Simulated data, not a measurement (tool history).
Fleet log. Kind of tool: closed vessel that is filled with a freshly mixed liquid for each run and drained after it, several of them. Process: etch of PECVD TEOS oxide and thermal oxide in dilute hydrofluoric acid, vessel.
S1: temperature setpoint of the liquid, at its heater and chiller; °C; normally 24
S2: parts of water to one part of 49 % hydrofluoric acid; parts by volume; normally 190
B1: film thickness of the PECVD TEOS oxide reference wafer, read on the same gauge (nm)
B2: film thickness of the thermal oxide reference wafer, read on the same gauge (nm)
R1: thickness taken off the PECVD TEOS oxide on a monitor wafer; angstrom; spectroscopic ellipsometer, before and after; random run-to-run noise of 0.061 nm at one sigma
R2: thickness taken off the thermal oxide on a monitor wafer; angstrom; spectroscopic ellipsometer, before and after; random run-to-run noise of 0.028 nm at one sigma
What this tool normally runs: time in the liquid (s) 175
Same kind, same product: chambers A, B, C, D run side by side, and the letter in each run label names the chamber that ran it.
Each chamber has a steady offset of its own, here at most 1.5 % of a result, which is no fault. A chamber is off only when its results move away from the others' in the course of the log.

{"run": "1B", "hour": 3.6, "S1": 24, "S2": 190, "time in the liquid (s)": 175, "B1": 130.02, "B2": 39.99, "R1": 107.49, "R2": 41.912}
{"run": "2C", "hour": 6.9, "S1": 24, "S2": 190, "time in the liquid (s)": 175, "B1": 130.01, "B2": 40.007, "R1": 106.95, "R2": 41.406}
{"run": "3D", "hour": 9.6, "S1": 24, "S2": 190, "time in the liquid (s)": 175, "B1": 130.01, "B2": 40.006, "R1": 108.07, "R2": 41.369}
{"run": "4A", "hour": 12.8, "S1": 24, "S2": 190, "time in the liquid (s)": 175, "B1": 129.99, "B2": 40, "R1": 107.2, "R2": 42.058}
{"run": "5C", "hour": 16.7, "S1": 24, "S2": 190, "time in the liquid (s)": 175, "B1": 129.99, "B2": 40.001, "R1": 106.92, "R2": 41.573}
{"run": "6D", "hour": 19.6, "S1": 24, "S2": 190, "time in the liquid (s)": 175, "B1": 130.01, "B2": 40.01, "R1": 108.02, "R2": 41.123}
{"run": "7B", "hour": 23.8, "S1": 24, "S2": 190, "time in the liquid (s)": 175, "B1": 130.01, "B2": 39.992, "R1": 108.24, "R2": 42.203}
{"run": "8A", "hour": 25.8, "S1": 24, "S2": 190, "time in the liquid (s)": 175, "B1": 130.01, "B2": 39.97, "R1": 107.12, "R2": 41.629}
{"run": "9C", "hour": 29.5, "S1": 24, "S2": 190, "time in the liquid (s)": 175, "B1": 129.97, "B2": 39.984, "R1": 105.93, "R2": 41.731}
{"run": "10A", "hour": 33.4, "S1": 24, "S2": 190, "time in the liquid (s)": 175, "B1": 129.97, "B2": 39.982, "R1": 108.02, "R2": 41.641}
{"run": "11B", "hour": 35.7, "S1": 24, "S2": 265, "time in the liquid (s)": 175, "B1": 130.01, "B2": 40.022, "R1": 70.9, "R2": 27.461}
{"run": "12D", "hour": 39.2, "S1": 24, "S2": 265, "time in the liquid (s)": 175, "B1": 130, "B2": 40.023, "R1": 71.454, "R2": 27.42}
{"run": "13A", "hour": 41.0, "S1": 24, "S2": 265, "time in the liquid (s)": 175, "B1": 130, "B2": 39.988, "R1": 71.525, "R2": 28.177}
{"run": "14D", "hour": 44.4, "S1": 24, "S2": 265, "time in the liquid (s)": 175, "B1": 130, "B2": 40.037, "R1": 70.443, "R2": 27.098}
{"run": "15B", "hour": 47.7, "S1": 24, "S2": 190, "time in the liquid (s)": 175, "B1": 129.99, "B2": 39.988, "R1": 107.75, "R2": 42.003}
{"run": "16C", "hour": 49.9, "S1": 24, "S2": 270, "time in the liquid (s)": 140, "B1": 130.01, "B2": 39.983, "R1": 54.683, "R2": 21.48}
{"run": "17C", "hour": 52.8, "S1": 24, "S2": 270, "time in the liquid (s)": 140, "B1": 129.98, "B2": 39.971, "R1": 54.341, "R2": 21.229}
{"run": "18D", "hour": 55.1, "S1": 24, "S2": 270, "time in the liquid (s)": 140, "B1": 130, "B2": 39.99, "R1": 55.279, "R2": 21.274}
{"run": "19B", "hour": 57.9, "S1": 24, "S2": 270, "time in the liquid (s)": 140, "B1": 129.99, "B2": 39.986, "R1": 55.058, "R2": 21.631}
{"run": "20A", "hour": 61.7, "S1": 24, "S2": 190, "time in the liquid (s)": 175, "B1": 129.99, "B2": 39.994, "R1": 107.28, "R2": 41.931}
{"run": "21B", "hour": 63.6, "S1": 24, "S2": 190, "time in the liquid (s)": 175, "B1": 130.01, "B2": 39.974, "R1": 108.81, "R2": 41.501}
{"run": "22C", "hour": 67.3, "S1": 24, "S2": 190, "time in the liquid (s)": 175, "B1": 129.99, "B2": 40.018, "R1": 106.91, "R2": 41.447}
{"run": "23A", "hour": 69.7, "S1": 24, "S2": 190, "time in the liquid (s)": 175, "B1": 129.99, "B2": 40, "R1": 106.56, "R2": 41.215}
{"run": "24D", "hour": 71.8, "S1": 24, "S2": 190, "time in the liquid (s)": 175, "B1": 129.98, "B2": 40, "R1": 107.74, "R2": 41.87}
{"run": "25A", "hour": 74.4, "S1": 20, "S2": 135, "time in the liquid (s)": 175, "B1": 129.98, "B2": 40.003, "R1": 135.26, "R2": 52.955}
{"run": "26B", "hour": 77.1, "S1": 20, "S2": 135, "time in the liquid (s)": 175, "B1": 129.98, "B2": 40.005, "R1": 140.46, "R2": 53.919}
{"run": "27D", "hour": 81.2, "S1": 20, "S2": 135, "time in the liquid (s)": 175, "B1": 130, "B2": 40.005, "R1": 138.76, "R2": 52.906}
{"run": "28C", "hour": 83.9, "S1": 20, "S2": 135, "time in the liquid (s)": 175, "B1": 129.99, "B2": 40.005, "R1": 136.28, "R2": 54.006}
{"run": "29C", "hour": 87.3, "S1": 24, "S2": 190, "time in the liquid (s)": 175, "B1": 130.02, "B2": 39.995, "R1": 105.41, "R2": 41.758}
{"run": "30B", "hour": 90.3, "S1": 24, "S2": 190, "time in the liquid (s)": 175, "B1": 129.99, "B2": 39.994, "R1": 107.65, "R2": 41.93}
{"run": "31A", "hour": 93.2, "S1": 24, "S2": 190, "time in the liquid (s)": 175, "B1": 130.01, "B2": 39.983, "R1": 106.18, "R2": 41.238}
{"run": "32D", "hour": 97.4, "S1": 24, "S2": 190, "time in the liquid (s)": 175, "B1": 130, "B2": 39.982, "R1": 107.34, "R2": 41.194}
{"run": "33A", "hour": 99.6, "S1": 24, "S2": 190, "time in the liquid (s)": 175, "B1": 130, "B2": 39.998, "R1": 106.56, "R2": 41.965}
{"run": "34D", "hour": 103.0, "S1": 22, "S2": 145, "time in the liquid (s)": 175, "B1": 130.02, "B2": 40.027, "R1": 137.62, "R2": 52.787}
{"run": "35C", "hour": 107.2, "S1": 22, "S2": 145, "time in the liquid (s)": 175, "B1": 130.01, "B2": 39.992, "R1": 135.9, "R2": 53.227}
{"run": "36B", "hour": 110.9, "S1": 22, "S2": 145, "time in the liquid (s)": 175, "B1": 130, "B2": 40.013, "R1": 137.7, "R2": 53.349}
{"run": "37D", "hour": 113.6, "S1": 22, "S2": 145, "time in the liquid (s)": 175, "B1": 129.99, "B2": 39.978, "R1": 138.06, "R2": 53.271}
{"run": "38C", "hour": 115.9, "S1": 24, "S2": 190, "time in the liquid (s)": 175, "B1": 129.99, "B2": 40.008, "R1": 106.1, "R2": 41.567}
{"run": "39B", "hour": 119.9, "S1": 24, "S2": 190, "time in the liquid (s)": 175, "B1": 130, "B2": 40.029, "R1": 107.68, "R2": 42.061}
{"run": "40A", "hour": 122.0, "S1": 24, "S2": 190, "time in the liquid (s)": 175, "B1": 129.99, "B2": 40.016, "R1": 106.91, "R2": 42.112}
{"run": "41C", "hour": 124.8, "S1": 24, "S2": 190, "time in the liquid (s)": 175, "B1": 129.97, "B2": 40.011, "R1": 105.86, "R2": 41.27}
{"run": "42A", "hour": 128.7, "S1": 24, "S2": 190, "time in the liquid (s)": 175, "B1": 130.02, "B2": 40.019, "R1": 107.68, "R2": 41.763}

Which is it: a chamber that has drifted or been left off by a service, a gauge drift common to all chambers, or only each chamber's usual small offset? If a chamber is off, name it and its likeliest cause.

All chambers stay in line apart from their small fixed offsets, and the gauge does not drift.

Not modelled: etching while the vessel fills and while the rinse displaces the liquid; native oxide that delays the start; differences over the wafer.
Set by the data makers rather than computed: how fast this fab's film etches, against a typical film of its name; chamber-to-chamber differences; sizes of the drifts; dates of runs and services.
